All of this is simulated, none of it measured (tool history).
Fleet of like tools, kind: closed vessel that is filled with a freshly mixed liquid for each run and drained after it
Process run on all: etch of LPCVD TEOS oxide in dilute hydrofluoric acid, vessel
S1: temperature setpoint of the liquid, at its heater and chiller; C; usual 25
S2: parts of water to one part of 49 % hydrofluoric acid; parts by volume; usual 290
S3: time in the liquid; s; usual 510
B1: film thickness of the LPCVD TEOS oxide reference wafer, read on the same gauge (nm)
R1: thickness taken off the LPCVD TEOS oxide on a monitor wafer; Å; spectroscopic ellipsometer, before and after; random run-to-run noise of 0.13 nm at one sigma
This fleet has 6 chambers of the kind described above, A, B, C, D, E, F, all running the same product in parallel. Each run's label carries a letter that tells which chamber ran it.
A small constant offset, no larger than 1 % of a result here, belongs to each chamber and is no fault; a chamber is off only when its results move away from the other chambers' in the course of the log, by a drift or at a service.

{"run": "1D", "hour": 7.4, "S1": 25, "S2": 290, "S3": 510, "B1": 149.98, "R1": 247.51}
{"run": "2A", "hour": 13.8, "S1": 25, "S2": 290, "S3": 510, "B1": 149.99, "R1": 249.58}
{"run": "3C", "hour": 20.0, "S1": 25, "S2": 290, "S3": 510, "B1": 149.99, "R1": 251.22}
{"run": "4E", "hour": 26.8, "S1": 25, "S2": 290, "S3": 510, "B1": 150, "R1": 245.73}
{"run": "5F", "hour": 34.5, "S1": 25, "S2": 290, "S3": 510, "B1": 150, "R1": 247.96}
{"run": "6B", "hour": 41.0, "S1": 25, "S2": 290, "S3": 510, "B1": 150.01, "R1": 251.1}
{"run": "7D", "hour": 49.1, "S1": 25, "S2": 290, "S3": 510, "B1": 150.01, "R1": 246.14}
{"run": "8F", "hour": 52.9, "S1": 25, "S2": 290, "S3": 510, "B1": 149.97, "R1": 248.7}
{"run": "9E", "hour": 60.8, "S1": 25, "S2": 290, "S3": 510, "B1": 149.96, "R1": 247.5}
{"run": "10C", "hour": 68.1, "S1": 25, "S2": 290, "S3": 510, "B1": 150.02, "R1": 251.1}
{"run": "11B", "hour": 75.1, "S1": 20.5, "S2": 290, "S3": 510, "B1": 149.99, "R1": 212.47}
{"run": "12A", "hour": 79.0, "S1": 20.5, "S2": 290, "S3": 510, "B1": 150.03, "R1": 210.62}
{"hour": 84.1, "done": "chamber D: thermometer replaced"}
{"run": "13C", "hour": 84.4, "S1": 20.5, "S2": 290, "S3": 510, "B1": 150.06, "R1": 212.78}
{"run": "14D", "hour": 88.2, "S1": 20.5, "S2": 290, "S3": 510, "B1": 150.03, "R1": 211.43}
{"hour": 93.1, "done": "chamber B: thermometer replaced"}
{"run": "15E", "hour": 93.1, "S1": 20.5, "S2": 290, "S3": 510, "B1": 149.95, "R1": 209.89}
{"run": "16A", "hour": 100.8, "S1": 20.5, "S2": 290, "S3": 510, "B1": 150.03, "R1": 212.51}
{"run": "17F", "hour": 105.3, "S1": 25, "S2": 290, "S3": 510, "B1": 149.99, "R1": 245.79}
{"run": "18B", "hour": 111.6, "S1": 25, "S2": 290, "S3": 510, "B1": 150.02, "R1": 245.08}
{"run": "19D", "hour": 117.2, "S1": 25, "S2": 290, "S3": 510, "B1": 150.04, "R1": 250.43}
{"run": "20A", "hour": 121.4, "S1": 25, "S2": 290, "S3": 600, "B1": 150, "R1": 295.29}
{"run": "21C", "hour": 127.7, "S1": 25, "S2": 290, "S3": 600, "B1": 149.95, "R1": 294.96}
{"run": "22B", "hour": 131.9, "S1": 25, "S2": 290, "S3": 600, "B1": 150.01, "R1": 286.06}
{"run": "23F", "hour": 139.0, "S1": 25, "S2": 290, "S3": 600, "B1": 149.98, "R1": 294.04}
{"run": "24E", "hour": 144.9, "S1": 25, "S2": 290, "S3": 600, "B1": 149.95, "R1": 290.3}
{"run": "25A", "hour": 151.6, "S1": 25, "S2": 290, "S3": 600, "B1": 149.97, "R1": 294.62}
{"run": "26D", "hour": 156.5, "S1": 25, "S2": 290, "S3": 510, "B1": 150, "R1": 246.43}
{"run": "27C", "hour": 163.1, "S1": 25, "S2": 290, "S3": 510, "B1": 150.02, "R1": 250.68}
{"run": "28F", "hour": 167.3, "S1": 25, "S2": 415, "S3": 510, "B1": 149.98, "R1": 152.33}
{"run": "29E", "hour": 173.7, "S1": 25, "S2": 415, "S3": 510, "B1": 149.99, "R1": 153.06}
{"run": "30B", "hour": 178.9, "S1": 25, "S2": 415, "S3": 510, "B1": 150, "R1": 148.13}
{"run": "31D", "hour": 186.0, "S1": 25, "S2": 415, "S3": 510, "B1": 150, "R1": 152.62}
{"run": "32B", "hour": 190.7, "S1": 25, "S2": 415, "S3": 510, "B1": 150.02, "R1": 147.8}
{"run": "33F", "hour": 197.0, "S1": 25, "S2": 415, "S3": 510, "B1": 149.98, "R1": 153.72}
{"run": "34A", "hour": 201.6, "S1": 25, "S2": 290, "S3": 510, "B1": 150.01, "R1": 250.22}
{"run": "35C", "hour": 207.8, "S1": 25, "S2": 290, "S3": 510, "B1": 150.06, "R1": 250.72}
{"run": "36E", "hour": 214.6, "S1": 25, "S2": 290, "S3": 510, "B1": 149.97, "R1": 246.86}
{"run": "37B", "hour": 221.8, "S1": 21.5, "S2": 290, "S3": 235, "B1": 149.99, "R1": 95.68}
{"run": "38E", "hour": 226.3, "S1": 21.5, "S2": 290, "S3": 235, "B1": 149.99, "R1": 100.66}

Which is it: a chamber that has drifted or been left off by a service, a gauge drift common to all chambers, or only each chamber's usual small offset? If a chamber is off, name it and its likeliest cause.

Little by little, chamber B moves away from the other chambers.
Likeliest cause: hydrofluoric acid flow below the setpoint (%) = 4.94.

Here are 4 candidates for chamber B's next run, each the usual settings with a change, their results left as question marks. Which one brings its results back in line with what the others give on the usual settings?
To be in line, a result may differ from the other chambers' mean on the usual settings by at most: R1 4.4 Å
{"run": "39B-1", "hour": 232.1, "S1": 25, "S2": 290, "S3": 540, "R1": "?"}
{"run": "39B-2", "hour": 232.1, "S1": 25, "S2": 305, "S3": 510, "R1": "?"}
{"run": "39B-3", "hour": 232.1, "S1": 25, "S2": 280, "S3": 535, "R1": "?"}
{"run": "39B-4", "hour": 232.1, "S1": 25, "S2": 290, "S3": 465, "R1": "?"}

Other chambers, usual settings, mean: R1 248.85 Å
run=39B-1 R1=248.82
run=39B-2 R1=220.22
run=39B-3 R1=257.84
run=39B-4 R1=214.26
It is 39B-1 that realigns the chamber with its peers.

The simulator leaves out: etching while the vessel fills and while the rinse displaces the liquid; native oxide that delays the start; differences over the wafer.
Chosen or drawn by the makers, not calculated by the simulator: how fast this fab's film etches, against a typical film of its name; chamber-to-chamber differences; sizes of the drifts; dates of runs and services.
